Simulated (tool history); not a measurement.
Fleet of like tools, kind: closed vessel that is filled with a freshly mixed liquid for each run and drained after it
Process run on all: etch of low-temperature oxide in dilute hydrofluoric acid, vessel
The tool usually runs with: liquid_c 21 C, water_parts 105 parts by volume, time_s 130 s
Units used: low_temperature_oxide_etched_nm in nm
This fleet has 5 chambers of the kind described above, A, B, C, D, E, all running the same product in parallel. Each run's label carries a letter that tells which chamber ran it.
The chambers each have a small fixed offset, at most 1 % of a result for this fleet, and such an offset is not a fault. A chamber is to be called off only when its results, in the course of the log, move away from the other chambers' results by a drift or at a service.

| run | hour | liquid_c | water_parts | time_s | read-back film thickness of the low-temperature oxide reference wafer, read on the same gauge (nm) | low_temperature_oxide_etched_nm |
|---|---|---|---|---|---|---|
| 1D | 10.1 | 21 | 105 | 130 | 120.02 | 29.042 |
| 2A | 19.9 | 21 | 105 | 130 | 119.99 | 29.678 |
| 3E | 35.1 | 21 | 105 | 130 | 120.05 | 29.546 |
| 4C | 47.9 | 21 | 105 | 130 | 120.01 | 29.261 |
| 5B | 54.6 | 21 | 105 | 130 | 119.97 | 29.669 |
| 6B | 63.6 | 21 | 105 | 130 | 119.96 | 29.542 |
| 7E | 73.9 | 17 | 105 | 100 | 120.03 | 19.315 |
| 8C | 83.6 | 17 | 105 | 100 | 119.97 | 19.199 |
| 9D | 97.5 | 17 | 105 | 100 | 120.03 | 18.902 |
| 10A | 107 | 17 | 105 | 100 | 119.97 | 19.36 |
| 11E | 120 | 17 | 105 | 100 | 119.95 | 19.089 |
| 12C | 134.4 | 21 | 60 | 70 | 119.96 | 28.714 |
| 13B | 145.6 | 21 | 60 | 70 | 120.03 | 29.403 |
| 14D | 153.2 | 21 | 60 | 70 | 119.99 | 28.345 |
| 15A | 162.5 | 21 | 60 | 70 | 120.02 | 29.468 |
|  | 168.8 | chamber D: thermometer replaced |
| 16E | 178.1 | 21 | 60 | 70 | 120 | 29.219 |
| 17C | 186 | 21 | 105 | 130 | 120 | 29.127 |
| 18D | 194.5 | 21 | 105 | 130 | 120.02 | 28.845 |
|  | 198.8 | chamber A: thermometer replaced |
| 19B | 204.5 | 21 | 105 | 130 | 120 | 29.526 |
| 20A | 212.2 | 21 | 105 | 130 | 120.03 | 29.309 |
| 21E | 227.8 | 21 | 105 | 130 | 120.02 | 29.465 |
| 22D | 242.9 | 21 | 105 | 130 | 119.99 | 28.506 |
| 23B | 252.7 | 21 | 105 | 130 | 119.99 | 29.49 |
| 24C | 268.2 | 21 | 105 | 130 | 120.02 | 29.384 |
| 25A | 280.2 | 21 | 105 | 130 | 120 | 29.757 |
| 26C | 292.9 | 21 | 105 | 130 | 119.98 | 29.462 |
| 27A | 307.7 | 21 | 105 | 130 | 119.99 | 29.473 |
| 28D | 315.3 | 21 | 105 | 130 | 120 | 28.249 |
| 29E | 328.9 | 21 | 105 | 130 | 120.01 | 29.574 |
| 30B | 341.7 | 21 | 105 | 130 | 119.98 | 29.458 |
| 31E | 351.8 | 21 | 105 | 130 | 119.98 | 29.404 |
| 32B | 362.5 | 21 | 105 | 130 | 119.99 | 29.565 |
| 33D | 370.6 | 21 | 105 | 130 | 120 | 27.936 |
| 34A | 381.4 | 22.5 | 105 | 130 | 119.99 | 31.416 |
| 35C | 389.5 | 22.5 | 105 | 130 | 119.98 | 31.022 |
| 36C | 396.8 | 22.5 | 105 | 130 | 119.99 | 31.378 |
| 37E | 406.5 | 22.5 | 105 | 130 | 119.99 | 31.078 |
| 38D | 417.9 | 22.5 | 105 | 130 | 120.02 | 29.438 |
| 39A | 425.1 | 21 | 105 | 130 | 119.99 | 29.646 |
| 40B | 437.3 | 21 | 105 | 130 | 120.02 | 29.713 |
| 41C | 447.2 | 21 | 105 | 130 | 120.02 | 29.509 |

For the next run the whole fleet of 5 chambers uses the same settings. Give each chamber's results:
| 42A | 458.4 | 21 | 105 | 130 |  | ? |
| 42B | 458.4 | 21 | 105 | 130 |  | ? |
| 42C | 458.4 | 21 | 105 | 130 |  | ? |
| 42D | 458.4 | 21 | 105 | 130 |  | ? |
| 42E | 458.4 | 21 | 105 | 130 |  | ? |

| run | low_temperature_oxide_etched_nm |
|---|---|
| 42A | 29.393 |
| 42B | 29.579 |
| 42C | 29.178 |
| 42D | 27.759 |
| 42E | 29.366 |

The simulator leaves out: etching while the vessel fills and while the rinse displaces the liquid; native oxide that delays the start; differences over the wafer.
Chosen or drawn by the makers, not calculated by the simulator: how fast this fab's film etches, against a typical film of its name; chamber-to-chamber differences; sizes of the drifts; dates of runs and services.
